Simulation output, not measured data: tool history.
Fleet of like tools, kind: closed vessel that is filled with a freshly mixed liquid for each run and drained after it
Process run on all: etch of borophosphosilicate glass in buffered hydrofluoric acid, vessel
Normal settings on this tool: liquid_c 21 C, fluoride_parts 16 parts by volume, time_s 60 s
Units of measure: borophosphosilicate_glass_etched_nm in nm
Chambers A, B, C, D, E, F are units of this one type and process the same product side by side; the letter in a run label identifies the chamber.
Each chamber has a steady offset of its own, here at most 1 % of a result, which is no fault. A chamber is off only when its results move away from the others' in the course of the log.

run   hour  liquid_c  fluoride_parts  time_s  read-back film thickness of the borophosphosilicate glass reference wafer, read on the same gauge (nm)  borophosphosilicate_glass_etched_nm
 1C    4.6        21              16      60                                                                                                  60.014                               47.915
 2A   10.5        21              16      60                                                                                                  60.018                               48.421
 3E   16.3        21              16      60                                                                                                  59.971                               48.396
 4B   21.7        21              16      60                                                                                                  59.989                               47.783
 5D   24.4        21              16      60                                                                                                  59.975                               47.933
 6F   27.1        21              16      60                                                                                                  60.001                               47.613
 7F   30.3        21              16      60                                                                                                  59.987                               47.990
 8A   33.2        21              16      60                                                                                                  59.968                               48.229
 9D   36.3        21              16      60                                                                                                  59.996                               48.455
10C   39.2        21              16      60                                                                                                  60.004                               48.112
11E   43.4        21              16      60                                                                                                  60.011                               48.160
12B   47.5        21              16      60                                                                                                  59.997                               47.655
13D   53.1        21              16      60                                                                                                  60.016                               47.973
14B   57.7        19              16      60                                                                                                  59.998                               42.424
15C   63.5        19              16      60                                                                                                  59.996                               43.070
16E   66.3        19              16      60                                                                                                  60.014                               43.231
17F   70.8        19              16      60                                                                                                  60.032                               42.647
18A   76.4        19              16      60                                                                                                  60.000                               43.371
19D   80.8        19              16      60                                                                                                  59.966                               42.754
20B   85.7        19              16      60                                                                                                  60.006                               42.643
21A   89.3        19              16      60                                                                                                  59.991                               43.009
22C   92.6        19              16      60                                                                                                  59.987                               42.870
23E   97.0        19              16      60                                                                                                  60.014                               43.304
24F  102.9        19              16      60                                                                                                  60.007                               42.785
25C  107.6        19              16      60                                                                                                  59.993                               43.054
26F  111.3        21              11      40                                                                                                  59.991                               46.347
     113.1  -- chamber C: hydrofluoric acid flow meter replaced
     114.5  -- chamber E: thermometer replaced
27E  114.8        21              11      40                                                                                                  59.989                               46.834
28D  118.3        21              11      40                                                                                                  59.994                               45.702
29A  122.2        21              11      40                                                                                                  60.016                               46.755
30B  126.0        21              11      40                                                                                                  60.013                               45.911
31F  128.9        21              11      40                                                                                                  60.018                               46.594
32C  133.9        21              16      40                                                                                                  60.022                               32.111
33D  139.7        21              16      40                                                                                                  59.979                               31.234
34E  144.3        21              16      40                                                                                                  60.004                               32.339
35B  150.0        21              16      40                                                                                                  60.019                               31.570
36A  155.7        21              16      40                                                                                                  59.996                               32.180
37E  159.0        21              16      40                                                                                                  60.000                               32.137
38C  162.0        21              16      60                                                                                                  60.017                               47.983

For the next run the whole fleet of 6 chambers uses the same settings. Give each chamber's results:
39A  166.3        21              16      40                                                                                                                                            ?
39B  166.3        21              16      40                                                                                                                                            ?
39C  166.3        21              16      40                                                                                                                                            ?
39D  166.3        21              16      40                                                                                                                                            ?
39E  166.3        21              16      40                                                                                                                                            ?
39F  166.3        21              16      40                                                                                                                                            ?

run  borophosphosilicate_glass_etched_nm
39A                               32.026
39B                               31.615
39C                               31.984
39D                               30.887
39E                               32.203
39F                               31.729
